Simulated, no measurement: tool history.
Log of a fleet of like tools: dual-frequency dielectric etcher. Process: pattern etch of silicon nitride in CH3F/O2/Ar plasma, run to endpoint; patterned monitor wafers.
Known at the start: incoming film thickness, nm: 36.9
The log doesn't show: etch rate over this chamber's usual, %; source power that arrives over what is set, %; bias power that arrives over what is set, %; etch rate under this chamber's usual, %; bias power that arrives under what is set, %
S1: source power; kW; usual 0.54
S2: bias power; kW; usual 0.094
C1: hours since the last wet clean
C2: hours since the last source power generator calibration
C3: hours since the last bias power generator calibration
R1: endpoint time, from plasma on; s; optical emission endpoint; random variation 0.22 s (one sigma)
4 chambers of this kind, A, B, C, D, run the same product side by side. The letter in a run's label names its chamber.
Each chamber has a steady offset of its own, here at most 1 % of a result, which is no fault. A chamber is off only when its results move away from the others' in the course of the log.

run    day    S1     S2     C1      C2      C3      R1
 1A  0.171  0.54  0.094    216  2157.7  1416.3    43.6
 2D  0.254  0.54  0.094  255.7  1228.6  2006.4  43.463
 3B  0.367  0.54  0.094  119.8  2074.9   836.8  43.272
 4C  0.492  0.54  0.094  410.5    1372   734.1  43.315
 5D  0.675  0.54  0.094  265.8  1238.7  2016.5  43.573
 6C  0.858  0.42  0.094  419.3  1380.8   742.9  47.583
 7A  0.962  0.42  0.094    235  2176.7  1435.3  47.909
 8B  1.146  0.42  0.094  138.5  2093.6   855.5    47.3
 9B  1.325  0.42  0.094  142.8  2097.9   859.8  47.299
10D  1.492  0.54  0.094  285.4  1258.3  2036.1  43.752
11C    1.6  0.54  0.094  437.1  1398.6   760.7  43.463
12A  1.729  0.54  0.094  253.4  2195.1  1453.7  43.271
13B  1.896  0.54  0.094  156.5  2111.6   873.5  43.121
     1.983  -- chamber C: wet clean of the chamber
14A  2.079  0.54  0.094  261.8  2203.5  1462.1  43.461
15D    2.2  0.54  0.079  302.4  1275.3  2053.1  46.368
16C  2.383  0.54  0.079    9.7  1417.4   779.5  46.208
     2.546  -- chamber D: bias power generator calibrated
17A  2.546  0.54  0.079    273  2214.7  1473.3  46.153
18D  2.675  0.54  0.079  313.8  1286.7     3.2  45.919
19B  2.829  0.66  0.106  178.9    2134   895.9  37.977
20C  2.992  0.66  0.106   24.3    1432   794.1  38.245
21A  3.079  0.66  0.106  285.8  2227.5  1486.1  38.602
22B  3.196  0.66  0.106  187.7  2142.8   904.7  37.978
23D    3.3  0.54  0.094  328.8  1301.7    18.2  43.352
24C  3.379  0.54  0.094   33.6  1441.3   803.4  42.918
25B  3.521  0.54  0.094  195.5  2150.6   912.5  42.625
26D  3.662  0.54  0.094  337.5  1310.4    26.9  43.624
27C  3.758  0.54   0.11   42.7  1450.4   812.5  40.779
28A  3.846  0.54   0.11  304.2  2245.9  1504.5  40.944
29A  3.988  0.54   0.11  307.6  2249.3  1507.9  41.249
30B  4.162  0.54   0.11  210.9    2166   927.9  40.034
31C  4.258  0.54  0.094   54.7  1462.4   824.5  43.214
32D    4.4  0.54  0.094  355.2  1328.1    44.6  43.265
33A  4.504  0.54  0.094    320  2261.7  1520.3  43.438
34D  4.629  0.67  0.072  360.7  1333.6    50.1  43.713
35C  4.742  0.67  0.072   66.3    1474   836.1  43.654

Next, every chamber runs the same settings. What will each give?
36A  4.875  0.67  0.094               ?
36B  4.875  0.67  0.094               ?
36C  4.875  0.67  0.094               ?
36D  4.875  0.67  0.094               ?

run      R1
36A  40.456
36B  38.579
36C  39.996
36D  39.799
